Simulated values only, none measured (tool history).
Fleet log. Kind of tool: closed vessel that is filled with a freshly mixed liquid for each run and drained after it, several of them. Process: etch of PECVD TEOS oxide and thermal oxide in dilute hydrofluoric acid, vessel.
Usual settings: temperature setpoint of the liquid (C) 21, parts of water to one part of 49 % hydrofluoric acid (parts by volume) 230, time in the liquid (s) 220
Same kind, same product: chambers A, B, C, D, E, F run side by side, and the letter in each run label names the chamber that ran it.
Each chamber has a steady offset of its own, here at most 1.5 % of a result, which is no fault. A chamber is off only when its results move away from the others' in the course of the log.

run   hour  temperature setpoint of the liquid (C)  parts of water to one part of 49 % hydrofluoric acid (parts by volume)  time in the liquid (s)  hours since the thermometer was replaced  hours since the hydrofluoric acid flow meter was replaced  read-back film thickness of the PECVD TEOS oxide reference wafer, read on the same gauge (nm)  read-back film thickness of the thermal oxide reference wafer, read on the same gauge (nm)  thickness taken off the PECVD TEOS oxide on a monitor wafer (angstrom)  thickness taken off the thermal oxide on a monitor wafer (angstrom)
 1D   10.1                                      21                                                                     230                     220                                    1058.5                                                      725.6                                                                                         90.021                                                                                      130.01                                                                  108.87                                                                34.42
 2A   20.2                                      21                                                                     230                     220                                      24.7                                                      433.9                                                                                         89.994                                                                                      129.98                                                                  109.48                                                               34.857
 3F     29                                      21                                                                     230                     220                                    1354.6                                                     2423.9                                                                                         89.997                                                                                      129.97                                                                  109.17                                                               34.451
      34.6  -- chamber F: hydrofluoric acid flow meter replaced
 4B   34.6                                      21                                                                     230                     220                                    1349.2                                                      254.8                                                                                         89.992                                                                                      129.98                                                                  109.96                                                               34.934
      37.2  -- chamber E: hydrofluoric acid flow meter replaced
 5C   42.7                                      21                                                                     230                     220                                     616.9                                                      645.3                                                                                         90.004                                                                                         130                                                                  110.33                                                               34.604
 6E   48.1                                      21                                                                     230                     220                                     687.4                                                         11                                                                                             90                                                                                      130.02                                                                  108.47                                                               34.703
 7E   53.9                                      21                                                                     230                     220                                     693.2                                                       16.8                                                                                         90.003                                                                                         130                                                                  108.64                                                               34.178
 8A   59.1                                      24                                                                     185                     220                                      63.6                                                      472.8                                                                                         90.008                                                                                      129.99                                                                  161.38                                                               51.554
      65.7  -- chamber F: thermometer replaced
 9D     68                                      24                                                                     185                     220                                    1116.4                                                      783.5                                                                                         90.013                                                                                         130                                                                  160.08                                                               50.651
10C     75                                      24                                                                     185                     220                                     649.2                                                      677.6                                                                                         89.997                                                                                      129.99                                                                  159.59                                                               49.925
11F   81.2                                      24                                                                     185                     220                                      15.5                                                       46.7                                                                                         89.979                                                                                      129.99                                                                  161.15                                                               50.233
12B   89.2                                      24                                                                     185                     220                                    1403.8                                                      309.4                                                                                         89.999                                                                                         130                                                                  160.89                                                               50.811
13E   99.1                                      24                                                                     185                     220                                     738.4                                                         62                                                                                         89.993                                                                                      129.99                                                                  156.96                                                               51.556
14F  107.3                                      21                                                                     230                     220                                      41.6                                                       72.8                                                                                         90.008                                                                                      129.99                                                                  110.26                                                               34.206
15D  114.3                                      21                                                                     230                     220                                    1162.7                                                      829.8                                                                                         89.988                                                                                      129.99                                                                   109.1                                                               35.081
16C  121.4                                      21                                                                     230                     220                                     695.6                                                        724                                                                                         90.002                                                                                      130.01                                                                  110.23                                                               34.549
17A  130.8                                      21                                                                     230                     220                                     135.3                                                      544.5                                                                                         89.995                                                                                         130                                                                   110.7                                                               35.019
18B  141.3                                      21                                                                     230                     220                                    1455.9                                                      361.5                                                                                         89.998                                                                                         130                                                                  109.41                                                               35.352
19B  148.5                                      21                                                                     230                     220                                    1463.1                                                      368.7                                                                                         90.004                                                                                      130.01                                                                  108.69                                                               35.094
20D  158.3                                      21                                                                     230                     220                                    1206.7                                                      873.8                                                                                         89.969                                                                                      129.99                                                                  109.82                                                               34.731
21E  168.1                                      21                                                                     230                     220                                     807.4                                                        131                                                                                          89.99                                                                                      130.02                                                                  108.02                                                               34.759
22A    176                                      21                                                                     230                     220                                     180.5                                                      589.7                                                                                         90.006                                                                                         130                                                                  110.03                                                               35.032
23C  184.3                                      21                                                                     230                     220                                     758.5                                                      786.9                                                                                         90.006                                                                                      130.01                                                                  109.65                                                               34.454
24F  190.8                                      21                                                                     230                     220                                     125.1                                                      156.3                                                                                         90.004                                                                                         130                                                                  109.55                                                               34.223
25F    200                                      21                                                                     230                     220                                     134.3                                                      165.5                                                                                         89.984                                                                                         130                                                                  110.06                                                               34.546
26A  207.6                                      21                                                                     230                     220                                     212.1                                                      621.3                                                                                         89.994                                                                                      129.99                                                                  110.21                                                               35.209
27B  212.5                                      21                                                                     230                     220                                    1527.1                                                      432.7                                                                                         90.022                                                                                      129.99                                                                  108.61                                                               34.911
28D  220.5                                      21                                                                     230                     220                                    1268.9                                                        936                                                                                         89.997                                                                                      130.02                                                                  109.63                                                               34.682
29E  228.7                                      21                                                                     230                     220                                       868                                                      191.6                                                                                         89.986                                                                                         130                                                                  108.14                                                               34.732
30C  236.2                                      21                                                                     230                     220                                     810.4                                                      838.8                                                                                         90.018                                                                                         130                                                                  110.02                                                                34.98
31C  241.8                                      21                                                                     230                     220                                       816                                                      844.4                                                                                         89.994                                                                                      130.01                                                                  110.09                                                               34.652
32F  252.3                                      21                                                                     230                     220                                     186.6                                                      217.8                                                                                         89.999                                                                                         130                                                                  110.21                                                               34.477
33E  257.5                                      21                                                                     230                     220                                     896.8                                                      220.4                                                                                         90.014                                                                                         130                                                                  109.18                                                               34.532
34B    265                                      21                                                                     230                     220                                    1579.6                                                      485.2                                                                                         89.976                                                                                      129.99                                                                  108.88                                                               34.589
35A  273.2                                      21                                                                     230                     220                                     277.7                                                      686.9                                                                                         89.988                                                                                         130                                                                   109.7                                                               34.873
36D  282.3                                      21                                                                     230                     220                                    1330.7                                                      997.8                                                                                         90.001                                                                                      130.02                                                                  109.93                                                                34.57

Is one chamber off against the others, does the gauge drift, or is nothing wrong? If a chamber is off, say which, and what the likeliest cause is.

Nothing is wrong: each chamber keeps only its own small, steady offset and the gauge holds still.

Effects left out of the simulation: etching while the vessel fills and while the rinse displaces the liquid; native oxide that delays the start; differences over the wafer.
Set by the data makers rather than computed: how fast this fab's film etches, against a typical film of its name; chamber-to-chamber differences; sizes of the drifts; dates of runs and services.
